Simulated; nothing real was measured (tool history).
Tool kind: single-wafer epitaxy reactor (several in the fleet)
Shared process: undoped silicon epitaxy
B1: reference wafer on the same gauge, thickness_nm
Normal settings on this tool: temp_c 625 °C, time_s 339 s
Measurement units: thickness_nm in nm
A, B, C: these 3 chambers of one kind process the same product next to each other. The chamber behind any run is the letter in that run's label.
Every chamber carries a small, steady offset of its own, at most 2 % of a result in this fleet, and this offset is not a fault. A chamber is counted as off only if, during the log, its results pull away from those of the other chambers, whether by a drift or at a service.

run 1C hour=4.5 | temp_c=625 time_s=339 | B1=38.626 | thickness_nm=32.337
run 2A hour=8.0 | temp_c=625 time_s=339 | B1=38.595 | thickness_nm=31.899
run 3B hour=12.1 | temp_c=625 time_s=339 | B1=38.585 | thickness_nm=32.252
run 4C hour=15.8 | temp_c=625 time_s=339 | B1=38.601 | thickness_nm=32.264
run 5B hour=19.2 | temp_c=625 time_s=339 | B1=38.586 | thickness_nm=32.441
run 6A hour=23.5 | temp_c=625 time_s=339 | B1=38.586 | thickness_nm=31.839
run 7C hour=26.5 | temp_c=625 time_s=339 | B1=38.606 | thickness_nm=32.243
run 8A hour=32.3 | temp_c=625 time_s=339 | B1=38.614 | thickness_nm=31.934
run 9B hour=36.0 | temp_c=625 time_s=339 | B1=38.597 | thickness_nm=32.292
run 10B hour=40.5 | temp_c=625 time_s=339 | B1=38.583 | thickness_nm=32.331
run 11C hour=46.2 | temp_c=625 time_s=339 | B1=38.606 | thickness_nm=32.223
-- hour=51.6 chamber A: pyrometer calibrated
run 12A hour=52.2 | temp_c=625 time_s=384 | B1=38.583 | thickness_nm=35.119
run 13B hour=57.7 | temp_c=625 time_s=384 | B1=38.607 | thickness_nm=36.670
run 14C hour=61.3 | temp_c=625 time_s=384 | B1=38.584 | thickness_nm=36.520
run 15A hour=67.2 | temp_c=625 time_s=339 | B1=38.570 | thickness_nm=30.855
run 16B hour=70.9 | temp_c=625 time_s=339 | B1=38.599 | thickness_nm=32.357
run 17A hour=73.6 | temp_c=625 time_s=339 | B1=38.578 | thickness_nm=30.890
run 18C hour=79.4 | temp_c=625 time_s=339 | B1=38.573 | thickness_nm=32.288
run 19A hour=83.7 | temp_c=625 time_s=339 | B1=38.599 | thickness_nm=30.946
run 20B hour=87.8 | temp_c=625 time_s=398 | B1=38.612 | thickness_nm=37.918
run 21C hour=92.4 | temp_c=625 time_s=398 | B1=38.613 | thickness_nm=37.989
run 22A hour=95.6 | temp_c=625 time_s=398 | B1=38.576 | thickness_nm=36.190
run 23C hour=98.5 | temp_c=625 time_s=339 | B1=38.603 | thickness_nm=32.330

Read the log: is a single chamber off, either drifting away or since a service, is the gauge that measures every chamber drifting, or is nothing wrong beyond small per-chamber offsets? Name any odd chamber and what most likely caused it.

Chamber A has stood off from the others ever since a service on it.
Cause: wafer temperature below the value expected at the setpoint (K) = 1.31.

Which of the 4 candidates below, each the usual settings with something changed and its results left as question marks, puts chamber A back in line with what the other chambers give on the usual settings?
In line here means within this much of the mean the other chambers give on the usual settings: thickness_nm 0.270 nm
run 24A-1 hour=102.9 | temp_c=625 time_s=353 | thickness_nm=?
run 24A-2 hour=102.9 | temp_c=629 time_s=339 | thickness_nm=?
run 24A-3 hour=102.9 | temp_c=625 time_s=310 | thickness_nm=?
run 24A-4 hour=102.9 | temp_c=625 time_s=325 | thickness_nm=?

Average result of the remaining chambers running the usual settings: thickness_nm 32.280 nm
run=24A-1 thickness_nm=32.198
run=24A-2 thickness_nm=33.852
run=24A-3 thickness_nm=28.276
run=24A-4 thickness_nm=29.644
24A-1 brings the chamber back in line.
